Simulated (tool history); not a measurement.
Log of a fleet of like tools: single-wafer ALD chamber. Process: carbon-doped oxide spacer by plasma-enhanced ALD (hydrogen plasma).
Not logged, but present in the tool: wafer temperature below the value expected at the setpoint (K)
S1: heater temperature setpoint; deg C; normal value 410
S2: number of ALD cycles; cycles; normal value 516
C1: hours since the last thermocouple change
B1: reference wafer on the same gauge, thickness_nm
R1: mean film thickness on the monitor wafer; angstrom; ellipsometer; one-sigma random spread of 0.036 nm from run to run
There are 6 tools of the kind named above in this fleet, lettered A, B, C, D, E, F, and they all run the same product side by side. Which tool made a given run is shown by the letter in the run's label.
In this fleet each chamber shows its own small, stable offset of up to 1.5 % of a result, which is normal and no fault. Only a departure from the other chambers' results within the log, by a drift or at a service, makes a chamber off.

run 1A hour=7.6 | S1=410 S2=516 | C1=472.1 | B1=24.504 | R1=251.89
run 2D hour=17.3 | S1=410 S2=516 | C1=117.8 | B1=24.501 | R1=247.92
run 3C hour=27.2 | S1=410 S2=516 | C1=710.7 | B1=24.509 | R1=251.06
run 4B hour=33 | S1=410 S2=516 | C1=665.7 | B1=24.517 | R1=250.31
run 5E hour=38.9 | S1=423 S2=516 | C1=381.9 | B1=24.527 | R1=240.85
run 6F hour=45.2 | S1=423 S2=516 | C1=570.2 | B1=24.528 | R1=241.11
run 7C hour=52.4 | S1=423 S2=516 | C1=735.9 | B1=24.53 | R1=241.21
run 8A hour=62 | S1=423 S2=516 | C1=526.5 | B1=24.524 | R1=241.88
run 9F hour=68.7 | S1=423 S2=516 | C1=593.7 | B1=24.53 | R1=241.79
run 10D hour=76.9 | S1=423 S2=516 | C1=177.4 | B1=24.541 | R1=237.6
run 11B hour=86.8 | S1=420 S2=516 | C1=719.5 | B1=24.538 | R1=243.51
run 12E hour=96.3 | S1=420 S2=516 | C1=439.3 | B1=24.544 | R1=243.13
run 13B hour=106.1 | S1=420 S2=516 | C1=738.8 | B1=24.543 | R1=243.39
run 14D hour=112.3 | S1=420 S2=516 | C1=212.8 | B1=24.55 | R1=240.03
run 15C hour=122.6 | S1=420 S2=516 | C1=806.1 | B1=24.551 | R1=243.81
run 16F hour=130.1 | S1=420 S2=516 | C1=655.1 | B1=24.561 | R1=244.1
run 17A hour=139.6 | S1=410 S2=516 | C1=604.1 | B1=24.566 | R1=252.34
run 18E hour=147.7 | S1=410 S2=480 | C1=490.7 | B1=24.564 | R1=232.73
run 19C hour=156.6 | S1=410 S2=480 | C1=840.1 | B1=24.574 | R1=234.15
run 20F hour=164.8 | S1=410 S2=480 | C1=689.8 | B1=24.575 | R1=233.72
run 21D hour=170.9 | S1=410 S2=480 | C1=271.4 | B1=24.582 | R1=231.2
run 22B hour=177.5 | S1=410 S2=480 | C1=810.2 | B1=24.589 | R1=233.63
run 23A hour=184.6 | S1=410 S2=480 | C1=649.1 | B1=24.583 | R1=234.51
run 24E hour=189.8 | S1=410 S2=516 | C1=532.8 | B1=24.585 | R1=250.9
run 25A hour=199.7 | S1=410 S2=516 | C1=664.2 | B1=24.585 | R1=252.29
run 26F hour=205.3 | S1=410 S2=516 | C1=730.3 | B1=24.593 | R1=252.05
run 27B hour=213.2 | S1=410 S2=516 | C1=845.9 | B1=24.596 | R1=251.28
run 28E hour=222.1 | S1=410 S2=516 | C1=565.1 | B1=24.6 | R1=251.31
run 29D hour=231.4 | S1=419 S2=516 | C1=331.9 | B1=24.603 | R1=241.57
-- hour=240.3 chamber C: thermocouple changed; heater temperature recalibrated
run 30C hour=241.5 | S1=419 S2=516 | C1=1.3 | B1=24.616 | R1=245.16
run 31A hour=250.6 | S1=419 S2=516 | C1=715.1 | B1=24.618 | R1=245.78
run 32B hour=258.1 | S1=419 S2=516 | C1=890.8 | B1=24.623 | R1=245.06
run 33E hour=266 | S1=419 S2=516 | C1=609 | B1=24.629 | R1=244.49
run 34C hour=272.4 | S1=419 S2=516 | C1=32.2 | B1=24.625 | R1=244.71
run 35D hour=279.9 | S1=410 S2=516 | C1=380.4 | B1=24.629 | R1=249.21
run 36F hour=285.9 | S1=421 S2=480 | C1=810.9 | B1=24.637 | R1=226.87
run 37F hour=294.1 | S1=421 S2=480 | C1=819.1 | B1=24.631 | R1=227.12
run 38C hour=302.1 | S1=421 S2=480 | C1=61.9 | B1=24.64 | R1=226.56

Read the log: is a single chamber off, either drifting away or since a service, is the gauge that measures every chamber drifting, or is nothing wrong beyond small per-chamber offsets? Name any odd chamber and what most likely caused it.

Every chamber seems to shift together because the gauge that measures them all drifts; the chambers themselves are fine.
Likeliest cause: gauge reads high (%) = 0.589.
